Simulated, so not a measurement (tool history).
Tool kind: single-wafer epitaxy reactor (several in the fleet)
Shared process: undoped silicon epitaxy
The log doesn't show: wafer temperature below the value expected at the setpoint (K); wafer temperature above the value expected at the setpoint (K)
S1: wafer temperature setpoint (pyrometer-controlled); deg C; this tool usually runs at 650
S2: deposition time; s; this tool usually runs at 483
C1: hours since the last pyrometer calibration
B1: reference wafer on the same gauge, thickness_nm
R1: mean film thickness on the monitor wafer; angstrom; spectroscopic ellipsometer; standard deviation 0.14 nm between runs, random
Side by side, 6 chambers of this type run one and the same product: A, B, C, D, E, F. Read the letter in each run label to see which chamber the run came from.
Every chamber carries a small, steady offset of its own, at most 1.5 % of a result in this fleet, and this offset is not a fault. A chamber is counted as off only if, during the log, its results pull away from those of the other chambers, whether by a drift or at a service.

run 1F hour=8.9 | S1=650 S2=483 | C1=562.8 | B1=74.182 | R1=816.70
run 2E hour=18.7 | S1=650 S2=483 | C1=690.4 | B1=74.180 | R1=808.72
run 3D hour=34.0 | S1=650 S2=483 | C1=899.7 | B1=74.182 | R1=810.49
run 4B hour=46.5 | S1=650 S2=483 | C1=1908.4 | B1=74.121 | R1=802.69
run 5A hour=53.8 | S1=650 S2=483 | C1=2089.2 | B1=74.139 | R1=820.83
run 6C hour=67.0 | S1=650 S2=483 | C1=2043.8 | B1=74.095 | R1=814.38
-- hour=70.8 chamber B: pyrometer calibrated
run 7E hour=74.9 | S1=650 S2=483 | C1=746.6 | B1=74.086 | R1=807.23
run 8B hour=82.8 | S1=650 S2=483 | C1=12.0 | B1=74.104 | R1=805.80
run 9C hour=89.6 | S1=650 S2=483 | C1=2066.4 | B1=74.063 | R1=813.76
run 10F hour=103.2 | S1=650 S2=483 | C1=657.1 | B1=74.081 | R1=812.29
run 11A hour=115.2 | S1=650 S2=483 | C1=2150.6 | B1=74.060 | R1=819.96
run 12D hour=126.0 | S1=660 S2=483 | C1=991.7 | B1=74.035 | R1=1000.50
run 13C hour=139.7 | S1=660 S2=483 | C1=2116.5 | B1=74.048 | R1=1004.20
run 14F hour=152.5 | S1=660 S2=483 | C1=706.4 | B1=74.001 | R1=1007.60
run 15A hour=160.1 | S1=660 S2=483 | C1=2195.5 | B1=73.960 | R1=1014.30
run 16E hour=172.9 | S1=660 S2=483 | C1=844.6 | B1=74.007 | R1=998.16
run 17D hour=184.6 | S1=660 S2=483 | C1=1050.3 | B1=73.970 | R1=1005.70
run 18B hour=197.9 | S1=650 S2=483 | C1=127.1 | B1=73.911 | R1=803.01
run 19F hour=212.8 | S1=650 S2=483 | C1=766.7 | B1=73.933 | R1=813.88
run 20D hour=224.2 | S1=645 S2=483 | C1=1089.9 | B1=73.923 | R1=725.49
run 21B hour=236.0 | S1=645 S2=483 | C1=165.2 | B1=73.898 | R1=718.85
run 22C hour=245.3 | S1=645 S2=483 | C1=2222.1 | B1=73.908 | R1=728.35
run 23E hour=258.4 | S1=645 S2=483 | C1=930.1 | B1=73.850 | R1=719.89
run 24A hour=266.9 | S1=645 S2=483 | C1=2302.3 | B1=73.873 | R1=734.11
run 25C hour=279.2 | S1=645 S2=483 | C1=2256.0 | B1=73.853 | R1=729.21
run 26E hour=288.1 | S1=650 S2=483 | C1=959.8 | B1=73.793 | R1=804.35
run 27F hour=299.8 | S1=656 S2=483 | C1=853.7 | B1=73.790 | R1=925.23
run 28D hour=310.0 | S1=656 S2=483 | C1=1175.7 | B1=73.830 | R1=920.83
run 29A hour=318.3 | S1=656 S2=483 | C1=2353.7 | B1=73.775 | R1=928.05
run 30B hour=326.6 | S1=656 S2=483 | C1=255.8 | B1=73.776 | R1=909.42
run 31C hour=337.7 | S1=656 S2=483 | C1=2314.5 | B1=73.757 | R1=918.19
run 32A hour=352.9 | S1=656 S2=483 | C1=2388.3 | B1=73.711 | R1=926.42
run 33E hour=362.4 | S1=650 S2=483 | C1=1034.1 | B1=73.738 | R1=803.44
run 34B hour=377.6 | S1=650 S2=483 | C1=306.8 | B1=73.709 | R1=799.38
run 35F hour=386.3 | S1=650 S2=483 | C1=940.2 | B1=73.675 | R1=811.96
run 36D hour=399.7 | S1=650 S2=483 | C1=1265.4 | B1=73.682 | R1=806.71

The same settings go to every chamber for the next run, one line per chamber below. Forecast the results for each:
run 37A hour=411.0 | S1=650 S2=483 | R1=?
run 37B hour=411.0 | S1=650 S2=483 | R1=?
run 37C hour=411.0 | S1=650 S2=483 | R1=?
run 37D hour=411.0 | S1=650 S2=483 | R1=?
run 37E hour=411.0 | S1=650 S2=483 | R1=?
run 37F hour=411.0 | S1=650 S2=483 | R1=?

run=37A R1=817.55
run=37B R1=799.73
run=37C R1=805.54
run=37D R1=805.71
run=37E R1=801.17
run=37F R1=810.98
